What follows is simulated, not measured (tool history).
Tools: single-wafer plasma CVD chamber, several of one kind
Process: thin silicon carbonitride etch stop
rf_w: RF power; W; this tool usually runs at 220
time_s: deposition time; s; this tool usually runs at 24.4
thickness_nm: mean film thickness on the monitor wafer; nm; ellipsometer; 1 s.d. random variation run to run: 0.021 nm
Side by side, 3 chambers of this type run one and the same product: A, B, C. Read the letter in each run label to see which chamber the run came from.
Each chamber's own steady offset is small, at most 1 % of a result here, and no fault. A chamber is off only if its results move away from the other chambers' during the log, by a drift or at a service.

| run | hour | rf_w | time_s | read-back reference wafer on the same gauge, thickness_nm | thickness_nm |
|---|---|---|---|---|---|
|  | 3.2 | chamber A: thermocouple changed; heater temperature recalibrated |
| 1A | 4.8 | 220 | 24.4 | 14.304 | 14.263 |
| 2C | 7.7 | 220 | 24.4 | 14.311 | 14.456 |
| 3B | 10.2 | 220 | 24.4 | 14.308 | 14.340 |
| 4A | 15.8 | 220 | 24.4 | 14.308 | 14.293 |
| 5C | 18.9 | 220 | 24.4 | 14.311 | 14.434 |
| 6B | 22.8 | 220 | 24.4 | 14.318 | 14.359 |
| 7C | 25.6 | 220 | 24.4 | 14.311 | 14.471 |
| 8B | 30.0 | 220 | 24.4 | 14.320 | 14.338 |
| 9A | 33.1 | 220 | 24.4 | 14.321 | 14.260 |
| 10B | 36.2 | 220 | 24.4 | 14.321 | 14.326 |
| 11A | 40.3 | 220 | 24.4 | 14.327 | 14.292 |
| 12C | 45.1 | 220 | 24.4 | 14.329 | 14.524 |
| 13B | 48.9 | 220 | 24.4 | 14.327 | 14.328 |
| 14C | 51.8 | 190 | 27.2 | 14.333 | 15.416 |
| 15A | 56.6 | 190 | 27.2 | 14.338 | 15.230 |
| 16C | 59.7 | 190 | 27.2 | 14.332 | 15.468 |
| 17B | 62.9 | 220 | 24.4 | 14.339 | 14.358 |
| 18A | 65.4 | 220 | 24.4 | 14.339 | 14.332 |
| 19B | 68.9 | 255 | 24.4 | 14.344 | 15.031 |
| 20A | 74.6 | 255 | 24.4 | 14.344 | 14.898 |
| 21C | 78.0 | 255 | 24.4 | 14.341 | 15.146 |
| 22C | 82.9 | 220 | 24.4 | 14.352 | 14.531 |
| 23B | 85.6 | 220 | 28.6 | 14.354 | 16.877 |
| 24A | 90.3 | 220 | 28.6 | 14.352 | 16.760 |
| 25B | 94.7 | 220 | 28.6 | 14.357 | 16.845 |
| 26A | 98.1 | 220 | 24.4 | 14.359 | 14.323 |
| 27C | 102.5 | 220 | 24.4 | 14.359 | 14.508 |
| 28C | 105.0 | 220 | 24.4 | 14.362 | 14.515 |
| 29B | 109.3 | 220 | 24.4 | 14.362 | 14.412 |
| 30A | 114.7 | 220 | 24.4 | 14.365 | 14.288 |
| 31C | 117.7 | 220 | 24.4 | 14.369 | 14.514 |
| 32B | 123.1 | 190 | 24.4 | 14.374 | 13.786 |
| 33A | 127.5 | 190 | 24.4 | 14.371 | 13.712 |
| 34B | 130.9 | 190 | 24.4 | 14.375 | 13.823 |
| 35C | 136.0 | 220 | 24.4 | 14.382 | 14.512 |
| 36A | 140.2 | 220 | 24.4 | 14.380 | 14.352 |
| 37C | 144.1 | 220 | 24.4 | 14.385 | 14.566 |

Next, every chamber runs the same settings. What will each give?
| 38A | 148.2 | 220 | 24.4 |  | ? |
| 38B | 148.2 | 220 | 24.4 |  | ? |
| 38C | 148.2 | 220 | 24.4 |  | ? |

| run | thickness_nm |
|---|---|
| 38A | 14.360 |
| 38B | 14.396 |
| 38C | 14.513 |
